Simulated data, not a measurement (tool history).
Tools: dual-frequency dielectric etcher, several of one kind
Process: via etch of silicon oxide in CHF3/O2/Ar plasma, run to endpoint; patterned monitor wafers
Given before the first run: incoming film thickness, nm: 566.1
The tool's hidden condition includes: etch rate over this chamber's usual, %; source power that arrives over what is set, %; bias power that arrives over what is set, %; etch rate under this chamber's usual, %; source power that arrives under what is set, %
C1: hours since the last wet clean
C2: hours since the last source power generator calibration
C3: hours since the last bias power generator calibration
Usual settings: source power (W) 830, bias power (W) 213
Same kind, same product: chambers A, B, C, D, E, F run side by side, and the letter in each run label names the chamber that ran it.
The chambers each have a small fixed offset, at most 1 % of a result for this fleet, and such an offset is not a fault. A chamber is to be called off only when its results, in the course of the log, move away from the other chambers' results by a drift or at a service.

Run 1E, hour 6.2: usual settings; C1 602.6; C2 708.8; C3 2968.5. Result: endpoint time (s) 239.05.
Run 2D, hour 11.5: usual settings; C1 374.2; C2 1449.7; C3 2376.3. Result: endpoint time (s) 239.14.
Run 3F, hour 16.5: usual settings; C1 119.7; C2 1108.4; C3 1421.2. Result: endpoint time (s) 239.32.
Run 4B, hour 21.5: usual settings; C1 324.2; C2 3686.4; C3 1575.7. Result: endpoint time (s) 237.36.
Run 5A, hour 27.2: usual settings; C1 304.2; C2 1465.6; C3 4254.9. Result: endpoint time (s) 235.93.
Run 6C, hour 31.2: usual settings; C1 67.5; C2 921.0; C3 301.3. Result: endpoint time (s) 239.23.
Run 7B, hour 36.7: usual settings; C1 339.4; C2 3701.6; C3 1590.9. Result: endpoint time (s) 238.19.
At hour 37.9: chamber E: wet clean of the chamber.
Run 8C, hour 42.9: usual settings; C1 79.2; C2 932.7; C3 313.0. Result: endpoint time (s) 236.42.
Run 9D, hour 49.4: usual settings; C1 412.1; C2 1487.6; C3 2414.2. Result: endpoint time (s) 238.94.
Run 10A, hour 56.0: usual settings; C1 333.0; C2 1494.4; C3 4283.7. Result: endpoint time (s) 237.49.
Run 11E, hour 59.3: usual settings; C1 21.5; C2 761.9; C3 3021.6. Result: endpoint time (s) 237.92.
Run 12F, hour 65.5: usual settings; C1 168.7; C2 1157.4; C3 1470.2. Result: endpoint time (s) 235.70.
Run 13A, hour 71.5: usual settings; C1 348.5; C2 1509.9; C3 4299.2. Result: endpoint time (s) 237.88.
Run 14F, hour 77.1: usual settings; C1 180.3; C2 1169.0; C3 1481.8. Result: endpoint time (s) 238.48.
Run 15E, hour 83.9: usual settings; C1 46.1; C2 786.5; C3 3046.2. Result: endpoint time (s) 236.87.
Run 16D, hour 90.3: usual settings; C1 453.0; C2 1528.5; C3 2455.1. Result: endpoint time (s) 238.18.
Run 17C, hour 96.1: usual settings; C1 132.4; C2 985.9; C3 366.2. Result: endpoint time (s) 237.65.
Run 18B, hour 102.6: usual settings; C1 405.3; C2 3767.5; C3 1656.8. Result: endpoint time (s) 243.74.
Run 19F, hour 109.1: usual settings; C1 212.3; C2 1201.0; C3 1513.8. Result: endpoint time (s) 238.17.
Run 20C, hour 113.1: usual settings; C1 149.4; C2 1002.9; C3 383.2. Result: endpoint time (s) 240.21.
Run 21B, hour 117.3: usual settings but source power (W) 990; C1 420.0; C2 3782.2; C3 1671.5. Result: endpoint time (s) 228.58.
Run 22A, hour 121.5: usual settings but source power (W) 990; C1 398.5; C2 1559.9; C3 4349.2. Result: endpoint time (s) 222.32.
Run 23E, hour 125.4: usual settings but source power (W) 990; C1 87.6; C2 828.0; C3 3087.7. Result: endpoint time (s) 222.16.
Run 24D, hour 130.1: usual settings but source power (W) 990; C1 492.8; C2 1568.3; C3 2494.9. Result: endpoint time (s) 223.37.
Run 25C, hour 136.3: usual settings but source power (W) 990; C1 172.6; C2 1026.1; C3 406.4. Result: endpoint time (s) 222.55.
At hour 140.3: chamber D: wet clean of the chamber.
Run 26D, hour 141.4: usual settings but source power (W) 990; C1 1.2; C2 1579.6; C3 2506.2. Result: endpoint time (s) 222.49.
Run 27F, hour 148.2: usual settings; C1 251.4; C2 1240.1; C3 1552.9. Result: endpoint time (s) 238.34.
Run 28B, hour 153.7: usual settings; C1 456.4; C2 3818.6; C3 1707.9. Result: endpoint time (s) 245.83.
Run 29A, hour 160.2: usual settings; C1 437.2; C2 1598.6; C3 4387.9. Result: endpoint time (s) 237.71.
Run 30E, hour 165.4: usual settings; C1 127.6; C2 868.0; C3 3127.7. Result: endpoint time (s) 238.24.
Run 31D, hour 170.0: usual settings; C1 29.8; C2 1608.2; C3 2534.8. Result: endpoint time (s) 238.92.
Run 32A, hour 174.7: usual settings; C1 451.7; C2 1613.1; C3 4402.4. Result: endpoint time (s) 237.82.
Run 33F, hour 179.0: usual settings; C1 282.2; C2 1270.9; C3 1583.7. Result: endpoint time (s) 239.40.
Run 34C, hour 183.8: usual settings; C1 220.1; C2 1073.6; C3 453.9. Result: endpoint time (s) 237.49.
Run 35E, hour 190.6: usual settings but source power (W) 750, bias power (W) 173; C1 152.8; C2 893.2; C3 3152.9. Result: endpoint time (s) 265.87.
Run 36B, hour 195.8: usual settings but source power (W) 750, bias power (W) 173; C1 498.5; C2 3860.7; C3 1750.0. Result: endpoint time (s) 278.68.
Run 37C, hour 201.9: usual settings but source power (W) 750, bias power (W) 173; C1 238.2; C2 1091.7; C3 472.0. Result: endpoint time (s) 263.33.

All 6 chambers run these settings next. Forecast each chamber's results:
Run 38A, hour 206.9: usual settings. Result: endpoint time (s) ?.
Run 38B, hour 206.9: usual settings. Result: endpoint time (s) ?.
Run 38C, hour 206.9: usual settings. Result: endpoint time (s) ?.
Run 38D, hour 206.9: usual settings. Result: endpoint time (s) ?.
Run 38E, hour 206.9: usual settings. Result: endpoint time (s) ?.
Run 38F, hour 206.9: usual settings. Result: endpoint time (s) ?.

run  endpoint time (s)
38A             239.12
38B             252.11
38C             237.24
38D             238.47
38E             238.50
38F             240.56
